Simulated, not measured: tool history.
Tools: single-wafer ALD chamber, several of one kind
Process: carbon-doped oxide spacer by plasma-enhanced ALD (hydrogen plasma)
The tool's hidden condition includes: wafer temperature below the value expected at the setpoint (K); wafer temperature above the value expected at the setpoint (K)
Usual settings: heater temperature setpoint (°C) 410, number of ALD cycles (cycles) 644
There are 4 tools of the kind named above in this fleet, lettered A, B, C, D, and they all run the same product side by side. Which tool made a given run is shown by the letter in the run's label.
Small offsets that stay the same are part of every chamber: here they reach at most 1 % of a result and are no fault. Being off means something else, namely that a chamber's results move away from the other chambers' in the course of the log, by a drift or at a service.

run,hour,heater temperature setpoint (°C),number of ALD cycles (cycles),hours since the last thermocouple change,"read-back reference wafer on the same gauge, thickness_nm",mean film thickness on the monitor wafer (angstrom)
1C,7.1,410,644,419.3,28.401,314.75
2A,15.0,410,644,1011.9,28.398,314.33
3B,24.2,410,644,1009.2,28.415,313.95
4D,30.7,410,644,310.1,28.427,311.55
5A,43.5,410,644,1040.4,28.412,314.63
6B,55.9,410,644,1040.9,28.428,313.75
7D,65.3,410,644,344.7,28.433,310.96
8C,71.5,410,644,483.7,28.443,314.27
9B,84.0,410,644,1069.0,28.448,313.56
10A,95.3,410,644,1092.2,28.452,314.23
11D,101.7,410,644,381.1,28.456,311.31
12C,107.8,410,644,520.0,28.452,314.71
13C,120.3,410,644,532.5,28.461,315.68
# hour 126.3: chamber A: thermocouple changed; heater temperature recalibrated
14D,132.9,410,644,412.3,28.462,312.18
15A,142.7,410,644,16.4,28.460,315.35
16B,154.2,410,644,1139.2,28.487,314.80
17C,166.3,414,738,578.5,28.490,356.50
18B,172.8,414,738,1157.8,28.489,355.56
19D,180.7,414,738,460.1,28.500,352.24
20A,192.1,414,738,65.8,28.499,357.03
21B,198.0,410,644,1183.0,28.497,314.62
22A,204.6,410,644,78.3,28.501,315.77
23D,215.1,410,644,494.5,28.516,311.76
24C,224.0,410,687,636.2,28.512,336.27
25C,235.8,410,687,648.0,28.527,336.98
26D,246.6,410,687,526.0,28.525,332.52
27B,252.8,410,687,1237.8,28.536,336.37
28A,261.4,410,644,135.1,28.538,315.63
29B,268.1,410,644,1253.1,28.543,314.50
30A,276.3,410,644,150.0,28.533,315.97

Is one chamber out of step, is the gauge drifting, or do the chambers differ by no more than their own small offsets? For an off chamber, give its letter and the likeliest cause.

None of the chambers is off. What moves is the gauge, dragging all their readings along together.
Likeliest cause: gauge reads high (%) = 0.499.
